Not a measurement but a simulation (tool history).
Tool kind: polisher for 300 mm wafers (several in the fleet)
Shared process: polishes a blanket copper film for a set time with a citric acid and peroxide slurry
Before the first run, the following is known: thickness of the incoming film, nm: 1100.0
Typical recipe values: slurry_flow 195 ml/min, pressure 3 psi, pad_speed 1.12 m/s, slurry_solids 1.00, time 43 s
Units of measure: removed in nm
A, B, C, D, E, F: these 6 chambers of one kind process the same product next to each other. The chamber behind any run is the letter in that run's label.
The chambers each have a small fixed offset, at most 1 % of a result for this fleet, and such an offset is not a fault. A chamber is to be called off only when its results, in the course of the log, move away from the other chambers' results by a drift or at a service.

| run | hour | slurry_flow | pressure | pad_speed | slurry_solids | time | removed |
|---|---|---|---|---|---|---|---|
|  | 1.0 | chamber E: worn pad replaced by a new one |
|  | 5.8 | chamber F: slurry blender recalibrated |
|  | 10.4 | chamber D: slurry blender recalibrated |
| 1C | 10.5 | 195 | 3 | 1.12 | 1.00 | 43 | 107.720 |
| 2D | 15.4 | 195 | 3 | 1.12 | 1.00 | 43 | 106.070 |
|  | 20.6 | chamber D: worn pad replaced by a new one |
|  | 20.9 | chamber C: worn pad replaced by a new one |
| 3F | 24.9 | 195 | 3 | 1.12 | 1.00 | 43 | 108.460 |
|  | 25.0 | chamber F: worn pad replaced by a new one |
| 4B | 35.0 | 195 | 3 | 1.12 | 1.00 | 43 | 107.070 |
| 5A | 44.4 | 195 | 3 | 1.12 | 1.00 | 43 | 107.120 |
| 6E | 49.6 | 195 | 3 | 1.12 | 1.00 | 43 | 107.010 |
|  | 50.5 | chamber E: slurry blender recalibrated |
| 7B | 57.7 | 195 | 3 | 1.12 | 1.00 | 43 | 108.550 |
|  | 62.1 | chamber E: worn pad replaced by a new one |
| 8D | 65.3 | 195 | 3 | 1.12 | 1.00 | 43 | 107.290 |
|  | 66.3 | chamber A: worn pad replaced by a new one |
|  | 69.5 | chamber B: worn pad replaced by a new one |
| 9E | 72.4 | 195 | 3 | 1.12 | 1.00 | 43 | 109.010 |
|  | 79.1 | chamber A: slurry blender recalibrated |
| 10C | 80.8 | 195 | 3 | 1.12 | 1.00 | 43 | 108.560 |
|  | 82.2 | chamber C: slurry blender recalibrated |
|  | 87.2 | chamber F: worn pad replaced by a new one |
| 11F | 89.6 | 195 | 3 | 1.12 | 1.00 | 43 | 108.070 |
| 12A | 94.4 | 195 | 3 | 1.12 | 1.00 | 43 | 108.060 |
| 13F | 102.3 | 195 | 3 | 1.12 | 1.00 | 43 | 107.640 |
| 14D | 109.9 | 195 | 3 | 1.12 | 1.00 | 43 | 107.920 |
|  | 113.6 | chamber D: worn pad replaced by a new one |
|  | 114.7 | chamber F: slurry blender recalibrated |
| 15E | 119.0 | 195 | 3 | 1.12 | 1.00 | 43 | 108.610 |
|  | 119.4 | chamber C: worn pad replaced by a new one |
|  | 120.3 | chamber E: worn pad replaced by a new one |
| 16A | 130.1 | 195 | 3 | 1.12 | 1.00 | 43 | 108.070 |
| 17C | 135.6 | 230 | 3 | 1.12 | 1.00 | 43 | 109.870 |
|  | 138.5 | chamber D: head pressure recalibrated |
|  | 138.9 | chamber A: worn pad replaced by a new one |
| 18B | 142.3 | 230 | 3 | 1.12 | 1.00 | 43 | 109.960 |
| 19D | 149.5 | 230 | 3 | 1.12 | 1.00 | 43 | 109.740 |
|  | 153.2 | chamber B: slurry blender recalibrated |
|  | 157.4 | chamber F: worn pad replaced by a new one |
| 20A | 158.8 | 230 | 3 | 1.12 | 1.00 | 43 | 110.930 |
|  | 159.4 | chamber B: worn pad replaced by a new one |
| 21E | 167.0 | 230 | 3 | 1.12 | 1.00 | 43 | 110.780 |
|  | 172.8 | chamber E: slurry blender recalibrated |
|  | 174.1 | chamber E: head pressure recalibrated |
| 22B | 175.2 | 230 | 3 | 1.12 | 1.00 | 43 | 110.070 |
|  | 180.4 | chamber E: worn pad replaced by a new one |
|  | 183.2 | chamber D: slurry blender recalibrated |
|  | 185.4 | chamber C: slurry blender recalibrated |
| 23C | 185.7 | 195 | 3 | 1.12 | 1.00 | 43 | 108.230 |
| 24F | 194.5 | 195 | 3 | 1.12 | 1.00 | 43 | 108.360 |
|  | 200.3 | chamber D: worn pad replaced by a new one |
| 25E | 201.1 | 195 | 3 | 0.98 | 0.85 | 43 | 100.370 |
| 26D | 207.5 | 195 | 3 | 0.98 | 0.85 | 43 | 91.890 |
| 27F | 215.2 | 195 | 3 | 0.98 | 0.85 | 43 | 91.721 |
|  | 218.3 | chamber F: slurry blender recalibrated |
|  | 218.4 | chamber A: worn pad replaced by a new one |
|  | 220.4 | chamber C: worn pad replaced by a new one |
| 28B | 222.2 | 195 | 3 | 0.98 | 0.85 | 43 | 92.569 |
|  | 223.7 | chamber F: slurry nozzle cleaned |
| 29C | 230.5 | 195 | 3 | 0.98 | 0.85 | 43 | 91.341 |
|  | 234.3 | chamber F: worn pad replaced by a new one |
|  | 236.3 | chamber E: slurry nozzle cleaned |
| 30A | 238.4 | 195 | 3 | 0.98 | 0.85 | 43 | 91.705 |
|  | 240.0 | chamber E: worn pad replaced by a new one |
| 31E | 249.5 | 195 | 3 | 1.12 | 1.00 | 43 | 116.790 |
|  | 255.5 | chamber B: worn pad replaced by a new one |
| 32A | 258.9 | 195 | 3 | 1.12 | 1.00 | 43 | 108.890 |
| 33D | 264.1 | 195 | 3 | 1.12 | 1.00 | 43 | 106.750 |
| 34B | 272.0 | 195 | 3 | 1.12 | 1.00 | 43 | 108.720 |
|  | 278.5 | chamber C: slurry blender recalibrated |
|  | 281.2 | chamber A: worn pad replaced by a new one |
| 35C | 282.4 | 195 | 3 | 1.12 | 1.00 | 43 | 108.680 |
| 36F | 291.7 | 195 | 3 | 1.12 | 1.00 | 43 | 109.230 |
|  | 292.4 | chamber F: worn pad replaced by a new one |
| 37B | 301.5 | 195 | 3 | 1.12 | 1.10 | 43 | 110.030 |
| 38F | 310.8 | 195 | 3 | 1.12 | 1.10 | 43 | 110.510 |
| 39A | 320.4 | 195 | 3 | 1.12 | 1.10 | 43 | 109.910 |

For the next run the whole fleet of 6 chambers uses the same settings. Give each chamber's results:
| 40A | 328.4 | 195 | 3 | 1.12 | 1.00 | 43 | ? |
| 40B | 328.4 | 195 | 3 | 1.12 | 1.00 | 43 | ? |
| 40C | 328.4 | 195 | 3 | 1.12 | 1.00 | 43 | ? |
| 40D | 328.4 | 195 | 3 | 1.12 | 1.00 | 43 | ? |
| 40E | 328.4 | 195 | 3 | 1.12 | 1.00 | 43 | ? |
| 40F | 328.4 | 195 | 3 | 1.12 | 1.00 | 43 | ? |

| run | removed |
|---|---|
| 40A | 108.510 |
| 40B | 108.310 |
| 40C | 107.410 |
| 40D | 107.680 |
| 40E | 119.160 |
| 40F | 106.790 |
